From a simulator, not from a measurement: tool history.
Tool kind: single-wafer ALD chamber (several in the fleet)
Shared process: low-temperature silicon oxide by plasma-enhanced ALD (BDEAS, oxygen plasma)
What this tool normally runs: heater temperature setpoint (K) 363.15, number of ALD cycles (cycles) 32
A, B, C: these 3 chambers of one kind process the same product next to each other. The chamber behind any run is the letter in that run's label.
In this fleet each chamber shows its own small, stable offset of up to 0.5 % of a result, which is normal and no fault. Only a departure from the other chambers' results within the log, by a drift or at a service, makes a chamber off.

run,hour,heater temperature setpoint (K),number of ALD cycles (cycles),"read-back reference wafer on the same gauge, thickness_nm",mean film thickness on the monitor wafer (Å)
1B,4.9,363.15,32,5.2581,47.064
2C,11,363.15,32,5.2564,47.079
3A,15.2,363.15,32,5.2594,47.509
4C,18.2,363.15,32,5.2593,47.393
5B,22.6,363.15,32,5.2587,47.204
6A,28.4,363.15,32,5.263,47.746
7B,33.1,363.15,32,5.2624,47.126
8C,39.3,363.15,32,5.2557,47.014
9A,44.6,363.15,32,5.2612,47.476
10A,49.1,363.15,32,5.2608,47.69
11C,52.5,363.15,32,5.2598,47.078
12B,57.3,363.15,32,5.2582,47.358
13A,62.9,356.15,36,5.257,54.939
14C,67.9,356.15,36,5.2619,54.208
15B,71.7,356.15,36,5.262,54.396
16A,76,363.15,32,5.2588,47.616
17C,81.2,363.15,32,5.2579,47.288
18B,85.7,363.15,32,5.2654,47.149
19A,91.4,363.15,32,5.2631,47.426
20B,94.5,363.15,32,5.258,46.958
21C,98.1,363.15,32,5.2611,46.875
22A,102.9,363.15,32,5.2615,47.489
23B,109,363.15,32,5.2591,47.201
24C,112.4,363.15,32,5.2645,47.22
25B,118.2,375.15,38,5.2609,54.16
26A,123.6,375.15,38,5.26,54.431
27C,129.8,375.15,38,5.257,53.899
28B,134.1,363.15,32,5.2575,47.195

Predict what each chamber gives when all 3 of them run the settings below next.
29A,138.5,370.15,32,,?
29B,138.5,370.15,32,,?
29C,138.5,370.15,32,,?

run,mean film thickness on the monitor wafer (Å)
29A,46.309
29B,46.065
29C,45.919

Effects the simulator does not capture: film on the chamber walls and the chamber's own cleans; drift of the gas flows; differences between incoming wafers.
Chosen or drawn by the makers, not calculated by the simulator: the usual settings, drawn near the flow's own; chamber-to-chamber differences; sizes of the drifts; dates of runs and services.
